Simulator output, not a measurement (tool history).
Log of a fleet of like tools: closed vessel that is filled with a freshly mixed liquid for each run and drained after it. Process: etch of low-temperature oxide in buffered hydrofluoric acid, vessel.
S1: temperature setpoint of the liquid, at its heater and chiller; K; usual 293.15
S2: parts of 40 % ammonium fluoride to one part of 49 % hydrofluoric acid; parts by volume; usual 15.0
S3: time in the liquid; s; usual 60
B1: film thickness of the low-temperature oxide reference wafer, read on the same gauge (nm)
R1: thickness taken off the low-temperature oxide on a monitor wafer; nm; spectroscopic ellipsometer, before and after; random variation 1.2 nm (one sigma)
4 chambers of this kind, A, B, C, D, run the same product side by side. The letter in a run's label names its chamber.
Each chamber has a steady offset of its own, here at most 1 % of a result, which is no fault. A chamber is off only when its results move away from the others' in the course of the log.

{"run": "1C", "hour": 4.4, "S1": 293.15, "S2": 15.0, "S3": 60, "B1": 50.002, "R1": 144.21}
{"run": "2B", "hour": 10.3, "S1": 293.15, "S2": 15.0, "S3": 60, "B1": 49.992, "R1": 139.83}
{"run": "3A", "hour": 14.0, "S1": 293.15, "S2": 15.0, "S3": 60, "B1": 50.007, "R1": 143.64}
{"run": "4D", "hour": 16.7, "S1": 293.15, "S2": 15.0, "S3": 60, "B1": 49.998, "R1": 139.98}
{"run": "5A", "hour": 21.7, "S1": 293.15, "S2": 15.0, "S3": 60, "B1": 50.031, "R1": 140.79}
{"run": "6B", "hour": 26.9, "S1": 293.15, "S2": 15.0, "S3": 60, "B1": 49.974, "R1": 138.33}
{"run": "7D", "hour": 32.6, "S1": 293.15, "S2": 15.0, "S3": 60, "B1": 49.991, "R1": 140.87}
{"run": "8C", "hour": 38.5, "S1": 293.15, "S2": 15.0, "S3": 60, "B1": 50.018, "R1": 140.92}
{"run": "9A", "hour": 43.1, "S1": 293.15, "S2": 15.0, "S3": 60, "B1": 49.982, "R1": 144.76}
{"run": "10B", "hour": 46.6, "S1": 293.15, "S2": 15.0, "S3": 60, "B1": 49.985, "R1": 143.04}
{"run": "11D", "hour": 50.7, "S1": 293.15, "S2": 15.0, "S3": 60, "B1": 50.006, "R1": 140.49}
{"run": "12C", "hour": 56.2, "S1": 293.15, "S2": 15.0, "S3": 60, "B1": 49.994, "R1": 142.53}
{"run": "13C", "hour": 61.0, "S1": 293.15, "S2": 15.0, "S3": 60, "B1": 49.989, "R1": 141.96}
{"run": "14B", "hour": 66.0, "S1": 293.15, "S2": 15.0, "S3": 60, "B1": 49.989, "R1": 141.64}
{"run": "15D", "hour": 68.7, "S1": 293.15, "S2": 15.0, "S3": 60, "B1": 49.983, "R1": 140.91}
{"run": "16A", "hour": 73.6, "S1": 293.15, "S2": 15.0, "S3": 60, "B1": 49.998, "R1": 146.17}
{"run": "17A", "hour": 77.7, "S1": 293.15, "S2": 11.5, "S3": 60, "B1": 49.996, "R1": 190.36}
{"run": "18B", "hour": 82.5, "S1": 293.15, "S2": 11.5, "S3": 60, "B1": 50.006, "R1": 184.49}
{"run": "19D", "hour": 86.1, "S1": 293.15, "S2": 11.5, "S3": 60, "B1": 49.982, "R1": 182.08}
{"run": "20C", "hour": 89.4, "S1": 293.15, "S2": 11.5, "S3": 60, "B1": 49.999, "R1": 184.55}
{"run": "21A", "hour": 92.5, "S1": 293.15, "S2": 15.0, "S3": 60, "B1": 50.014, "R1": 150.52}
{"run": "22D", "hour": 96.2, "S1": 293.15, "S2": 15.0, "S3": 60, "B1": 49.995, "R1": 141.92}
{"run": "23B", "hour": 99.8, "S1": 293.15, "S2": 17.0, "S3": 90, "B1": 49.989, "R1": 187.47}
{"run": "24C", "hour": 105.3, "S1": 293.15, "S2": 17.0, "S3": 90, "B1": 49.947, "R1": 188.57}

All 4 chambers run these settings next. Forecast each chamber's results:
{"run": "25A", "hour": 109.7, "S1": 293.15, "S2": 15.0, "S3": 60, "R1": "?"}
{"run": "25B", "hour": 109.7, "S1": 293.15, "S2": 15.0, "S3": 60, "R1": "?"}
{"run": "25C", "hour": 109.7, "S1": 293.15, "S2": 15.0, "S3": 60, "R1": "?"}
{"run": "25D", "hour": 109.7, "S1": 293.15, "S2": 15.0, "S3": 60, "R1": "?"}

run=25A R1=154.95
run=25B R1=140.54
run=25C R1=142.72
run=25D R1=142.44
